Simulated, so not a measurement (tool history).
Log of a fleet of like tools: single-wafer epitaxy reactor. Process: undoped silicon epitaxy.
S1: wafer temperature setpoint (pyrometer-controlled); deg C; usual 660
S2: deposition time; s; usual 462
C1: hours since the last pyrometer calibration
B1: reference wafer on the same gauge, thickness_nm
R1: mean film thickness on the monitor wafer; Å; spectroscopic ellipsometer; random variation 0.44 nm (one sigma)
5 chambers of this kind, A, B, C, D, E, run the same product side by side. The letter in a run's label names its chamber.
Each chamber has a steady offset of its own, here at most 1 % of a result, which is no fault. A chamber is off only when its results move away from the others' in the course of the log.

Run 1B, hour 3.6: usual settings; C1 1612.7; B1 82.989. Result: R1 961.37 Å.
Run 2C, hour 7.4: usual settings; C1 1772.9; B1 82.989. Result: R1 959.41 Å.
Run 3D, hour 10.7: usual settings; C1 719.5; B1 82.956. Result: R1 949.49 Å.
Run 4E, hour 15.3: usual settings; C1 1768.4; B1 83.028. Result: R1 972.15 Å.
Run 5A, hour 20: usual settings; C1 1780.9; B1 82.998. Result: R1 975.25 Å.
Run 6E, hour 24.6: usual settings; C1 1777.7; B1 83.016. Result: R1 967.65 Å.
Run 7A, hour 29.2: usual settings; C1 1790.1; B1 83.061. Result: R1 967.33 Å.
Run 8D, hour 31.6: usual settings; C1 740.4; B1 82.95. Result: R1 956.41 Å.
Run 9B, hour 34.4: usual settings; C1 1643.5; B1 82.935. Result: R1 947.76 Å.
Run 10C, hour 36.9: usual settings; C1 1802.4; B1 83.002. Result: R1 960.76 Å.
Run 11B, hour 41.7: usual settings; C1 1650.8; B1 83.057. Result: R1 958.11 Å.
Run 12E, hour 45.5: usual settings; C1 1798.6; B1 82.973. Result: R1 962.25 Å.
Run 13A, hour 49.5: usual settings; C1 1810.4; B1 82.998. Result: R1 963.62 Å.
At hour 51.4: chamber C: pyrometer calibrated.
Run 14C, hour 52.3: usual settings; C1 1; B1 83.008. Result: R1 963.82 Å.
Run 15D, hour 57.3: usual settings; C1 766.1; B1 82.958. Result: R1 949.3 Å.
Run 16E, hour 60.1: usual settings; C1 1813.2; B1 82.946. Result: R1 972.97 Å.
Run 17D, hour 64.5: usual settings; C1 773.3; B1 82.908. Result: R1 955.09 Å.
Run 18A, hour 68.2: usual settings; C1 1829.1; B1 83.049. Result: R1 990 Å.
Run 19C, hour 70.6: usual settings; C1 19.3; B1 83.01. Result: R1 967.49 Å.
Run 20B, hour 73.7: usual settings; C1 1682.8; B1 83.026. Result: R1 963.15 Å.
Run 21D, hour 76.4: usual settings but S2 373 s; C1 785.2; B1 83.023. Result: R1 766.35 Å.
Run 22C, hour 80.5: usual settings but S2 373 s; C1 29.2; B1 82.946. Result: R1 773.63 Å.
Run 23B, hour 83.7: usual settings but S2 373 s; C1 1692.8; B1 83.053. Result: R1 774.31 Å.
Run 24E, hour 87.6: usual settings but S2 373 s; C1 1840.7; B1 83.017. Result: R1 778.53 Å.
Run 25A, hour 91.2: usual settings but S2 373 s; C1 1852.1; B1 83.029. Result: R1 800.38 Å.
Run 26A, hour 94.5: usual settings but S2 413 s; C1 1855.4; B1 82.901. Result: R1 891.69 Å.
Run 27D, hour 98.8: usual settings but S2 413 s; C1 807.6; B1 83.018. Result: R1 849.9 Å.
Run 28B, hour 101.2: usual settings but S2 413 s; C1 1710.3; B1 82.987. Result: R1 860.86 Å.
Run 29C, hour 103.7: usual settings but S2 413 s; C1 52.4; B1 82.994. Result: R1 860.99 Å.
Run 30E, hour 108.6: usual settings but S2 413 s; C1 1861.7; B1 83.141. Result: R1 863.97 Å.
Run 31B, hour 110.9: usual settings; C1 1720; B1 83.059. Result: R1 960.44 Å.
Run 32C, hour 114.3: usual settings; C1 63; B1 83.035. Result: R1 951.63 Å.
Run 33E, hour 117.9: usual settings but S1 653 deg C; C1 1871; B1 83.001. Result: R1 832.22 Å.
Run 34D, hour 121.5: usual settings but S1 653 deg C; C1 830.3; B1 82.887. Result: R1 820.09 Å.
Run 35A, hour 123.6: usual settings but S1 653 deg C; C1 1884.5; B1 82.981. Result: R1 876.52 Å.
Run 36D, hour 127.5: usual settings but S1 653 deg C; C1 836.3; B1 82.935. Result: R1 826.73 Å.
Run 37C, hour 129.7: usual settings but S1 653 deg C; C1 78.4; B1 82.993. Result: R1 831.4 Å.
Run 38B, hour 133.5: usual settings; C1 1742.6; B1 83.031. Result: R1 961.37 Å.
Run 39E, hour 137: usual settings; C1 1890.1; B1 82.903. Result: R1 965.84 Å.
Run 40A, hour 141.5: usual settings; C1 1902.4; B1 82.957. Result: R1 1021.6 Å.

Next, every chamber runs the same settings. What will each give?
Run 41A, hour 145.1: usual settings but S1 666 deg C. Result: R1 ?.
Run 41B, hour 145.1: usual settings but S1 666 deg C. Result: R1 ?.
Run 41C, hour 145.1: usual settings but S1 666 deg C. Result: R1 ?.
Run 41D, hour 145.1: usual settings but S1 666 deg C. Result: R1 ?.
Run 41E, hour 145.1: usual settings but S1 666 deg C. Result: R1 ?.

run      R1
41A  1162.7
41B  1087.6
41C    1082
41D  1084.9
41E  1103.2

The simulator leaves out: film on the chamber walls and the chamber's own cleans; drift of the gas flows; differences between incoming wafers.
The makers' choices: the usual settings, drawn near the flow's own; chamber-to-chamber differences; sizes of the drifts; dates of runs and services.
